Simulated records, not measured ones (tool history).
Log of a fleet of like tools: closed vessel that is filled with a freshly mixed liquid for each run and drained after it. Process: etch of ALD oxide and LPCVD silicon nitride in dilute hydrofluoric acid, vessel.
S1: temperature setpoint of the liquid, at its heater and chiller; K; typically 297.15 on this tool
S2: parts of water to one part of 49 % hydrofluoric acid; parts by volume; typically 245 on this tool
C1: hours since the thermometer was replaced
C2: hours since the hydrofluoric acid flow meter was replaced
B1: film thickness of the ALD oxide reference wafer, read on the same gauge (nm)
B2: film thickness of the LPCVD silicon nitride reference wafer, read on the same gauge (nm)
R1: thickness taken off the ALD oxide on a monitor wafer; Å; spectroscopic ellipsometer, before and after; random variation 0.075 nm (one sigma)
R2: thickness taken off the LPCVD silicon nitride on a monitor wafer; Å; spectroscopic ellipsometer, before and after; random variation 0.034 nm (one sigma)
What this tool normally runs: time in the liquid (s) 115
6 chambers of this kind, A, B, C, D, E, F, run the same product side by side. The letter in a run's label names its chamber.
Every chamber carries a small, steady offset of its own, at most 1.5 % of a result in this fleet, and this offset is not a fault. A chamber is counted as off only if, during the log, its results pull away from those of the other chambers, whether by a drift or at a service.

Run 1B, hour 13.0: usual settings; C1 233.0; C2 1483.4; B1 69.991; B2 129.98. Result: R1 100.260 Å, R2 2.5775 Å.
Run 2A, hour 19.9: usual settings; C1 1751.8; C2 664.9; B1 70.008; B2 129.98. Result: R1 100.500 Å, R2 2.4337 Å.
At hour 20.6: chamber D: thermometer replaced.
At hour 23.7: chamber A: thermometer replaced.
Run 3F, hour 28.6: usual settings; C1 39.8; C2 244.7; B1 69.991; B2 130.04. Result: R1 101.580 Å, R2 1.9688 Å.
Run 4C, hour 36.0: usual settings; C1 473.2; C2 1751.8; B1 70.006; B2 130.00. Result: R1 98.616 Å, R2 3.1444 Å.
Run 5D, hour 46.6: usual settings; C1 26.0; C2 248.7; B1 69.993; B2 130.01. Result: R1 100.430 Å, R2 1.7440 Å.
Run 6E, hour 60.1: usual settings but time in the liquid (s) 80; C1 1856.0; C2 307.2; B1 70.031; B2 129.98. Result: R1 70.657 Å, R2 1.6903 Å.
Run 7D, hour 75.5: usual settings but time in the liquid (s) 80; C1 54.9; C2 277.6; B1 70.014; B2 129.98. Result: R1 69.907 Å, R2 1.9868 Å.
Run 8E, hour 90.8: usual settings but time in the liquid (s) 80; C1 1886.7; C2 337.9; B1 69.970; B2 130.03. Result: R1 70.220 Å, R2 1.5061 Å.
Run 9C, hour 104.7: usual settings but time in the liquid (s) 80; C1 541.9; C2 1820.5; B1 70.005; B2 130.02. Result: R1 69.342 Å, R2 2.0746 Å.
At hour 112.0: chamber E: thermometer replaced.
Run 10B, hour 115.4: usual settings but time in the liquid (s) 80; C1 335.4; C2 1585.8; B1 69.976; B2 129.99. Result: R1 69.600 Å, R2 1.3653 Å.
Run 11F, hour 124.6: usual settings but time in the liquid (s) 80; C1 135.8; C2 340.7; B1 70.001; B2 130.00. Result: R1 69.887 Å, R2 1.2077 Å.
Run 12A, hour 136.8: usual settings; C1 113.2; C2 781.8; B1 69.998; B2 130.01. Result: R1 99.471 Å, R2 2.2504 Å.
Run 13B, hour 147.2: usual settings; C1 367.2; C2 1617.6; B1 69.993; B2 130.03. Result: R1 99.119 Å, R2 1.6751 Å.
Run 14E, hour 161.6: usual settings; C1 49.6; C2 408.7; B1 69.990; B2 130.03. Result: R1 100.370 Å, R2 2.2740 Å.
Run 15F, hour 177.1: usual settings; C1 188.3; C2 393.2; B1 70.001; B2 129.97. Result: R1 100.250 Å, R2 2.6556 Å.
Run 16D, hour 191.2: usual settings; C1 170.6; C2 393.3; B1 69.988; B2 130.00. Result: R1 100.630 Å, R2 2.1933 Å.
Run 17A, hour 204.2: usual settings; C1 180.6; C2 849.2; B1 69.985; B2 130.00. Result: R1 99.800 Å, R2 1.3630 Å.
Run 18C, hour 218.9: usual settings; C1 656.1; C2 1934.7; B1 70.024; B2 130.02. Result: R1 100.340 Å, R2 2.4359 Å.
Run 19D, hour 234.4: usual settings; C1 213.8; C2 436.5; B1 70.002; B2 129.97. Result: R1 102.340 Å, R2 2.2886 Å.
Run 20F, hour 242.0: usual settings; C1 253.2; C2 458.1; B1 70.003; B2 130.01. Result: R1 101.280 Å, R2 2.5865 Å.
Run 21B, hour 249.8: usual settings; C1 469.8; C2 1720.2; B1 69.984; B2 130.00. Result: R1 100.460 Å, R2 2.1956 Å.
Run 22A, hour 258.4: usual settings; C1 234.8; C2 903.4; B1 69.990; B2 129.99. Result: R1 99.911 Å, R2 2.5745 Å.
At hour 264.6: chamber C: hydrofluoric acid flow meter replaced.
Run 23E, hour 267.3: usual settings but S2 175 parts by volume, time in the liquid (s) 90; C1 155.3; C2 514.4; B1 69.980; B2 130.00. Result: R1 118.260 Å, R2 2.7279 Å.
Run 24C, hour 281.1: usual settings but S2 175 parts by volume, time in the liquid (s) 90; C1 718.3; C2 16.5; B1 69.987; B2 130.01. Result: R1 116.870 Å, R2 2.3725 Å.
Run 25D, hour 291.2: usual settings but S2 175 parts by volume, time in the liquid (s) 90; C1 270.6; C2 493.3; B1 69.989; B2 130.01. Result: R1 121.340 Å, R2 2.4080 Å.
Run 26F, hour 298.2: usual settings but S2 175 parts by volume, time in the liquid (s) 90; C1 309.4; C2 514.3; B1 70.013; B2 130.02. Result: R1 118.770 Å, R2 2.1408 Å.
Run 27A, hour 306.1: usual settings but S2 175 parts by volume, time in the liquid (s) 90; C1 282.5; C2 951.1; B1 69.981; B2 130.01. Result: R1 117.820 Å, R2 2.8292 Å.
Run 28E, hour 315.5: usual settings but S2 175 parts by volume, time in the liquid (s) 90; C1 203.5; C2 562.6; B1 70.024; B2 129.98. Result: R1 119.100 Å, R2 1.6413 Å.
Run 29B, hour 328.3: usual settings; C1 548.3; C2 1798.7; B1 69.996; B2 129.99. Result: R1 99.862 Å, R2 2.7154 Å.
At hour 328.5: chamber A: hydrofluoric acid flow meter replaced.
Run 30C, hour 342.8: usual settings; C1 780.0; C2 78.2; B1 70.002; B2 130.04. Result: R1 100.570 Å, R2 2.2020 Å.
Run 31B, hour 350.3: usual settings; C1 570.3; C2 1820.7; B1 70.005; B2 130.01. Result: R1 100.380 Å, R2 2.9306 Å.
Run 32D, hour 361.4: usual settings; C1 340.8; C2 563.5; B1 69.989; B2 130.01. Result: R1 104.360 Å, R2 2.4575 Å.
Run 33C, hour 371.8: usual settings; C1 809.0; C2 107.2; B1 70.005; B2 130.01. Result: R1 99.782 Å, R2 2.3445 Å.
Run 34F, hour 381.9: usual settings but S2 135 parts by volume; C1 393.1; C2 598.0; B1 69.994; B2 130.03. Result: R1 203.440 Å, R2 4.4226 Å.
Run 35E, hour 390.0: usual settings but S2 135 parts by volume; C1 278.0; C2 637.1; B1 70.021; B2 130.03. Result: R1 202.960 Å, R2 4.1562 Å.
Run 36A, hour 399.2: usual settings but S2 135 parts by volume; C1 375.6; C2 70.7; B1 69.981; B2 129.99. Result: R1 202.460 Å, R2 3.6348 Å.
Run 37D, hour 410.4: usual settings but S2 135 parts by volume; C1 389.8; C2 612.5; B1 69.982; B2 130.02. Result: R1 214.640 Å, R2 4.6905 Å.
Run 38F, hour 417.2: usual settings but S2 135 parts by volume; C1 428.4; C2 633.3; B1 70.002; B2 130.03. Result: R1 205.810 Å, R2 3.4389 Å.
Run 39E, hour 427.1: usual settings but S2 135 parts by volume; C1 315.1; C2 674.2; B1 70.008; B2 129.99. Result: R1 206.070 Å, R2 3.8893 Å.
Run 40B, hour 436.0: usual settings; C1 656.0; C2 1906.4; B1 70.018; B2 130.01. Result: R1 100.490 Å, R2 2.0756 Å.
Run 41A, hour 443.3: usual settings; C1 419.7; C2 114.8; B1 69.991; B2 129.97. Result: R1 99.956 Å, R2 2.4558 Å.
Run 42C, hour 453.3: usual settings; C1 890.5; C2 188.7; B1 70.002; B2 130.01. Result: R1 99.845 Å, R2 2.4355 Å.

All 6 chambers run these settings next. Forecast each chamber's results:
Run 43A, hour 464.5: usual settings but S1 300.15 K. Result: R1 ?, R2 ?.
Run 43B, hour 464.5: usual settings but S1 300.15 K. Result: R1 ?, R2 ?.
Run 43C, hour 464.5: usual settings but S1 300.15 K. Result: R1 ?, R2 ?.
Run 43D, hour 464.5: usual settings but S1 300.15 K. Result: R1 ?, R2 ?.
Run 43E, hour 464.5: usual settings but S1 300.15 K. Result: R1 ?, R2 ?.
Run 43F, hour 464.5: usual settings but S1 300.15 K. Result: R1 ?, R2 ?.

run       R1      R2
43A  111.610  2.2918
43B  111.900  2.7738
43C  110.600  2.5730
43D  119.370  2.9626
43E  110.700  2.5870
43F  112.020  3.2920
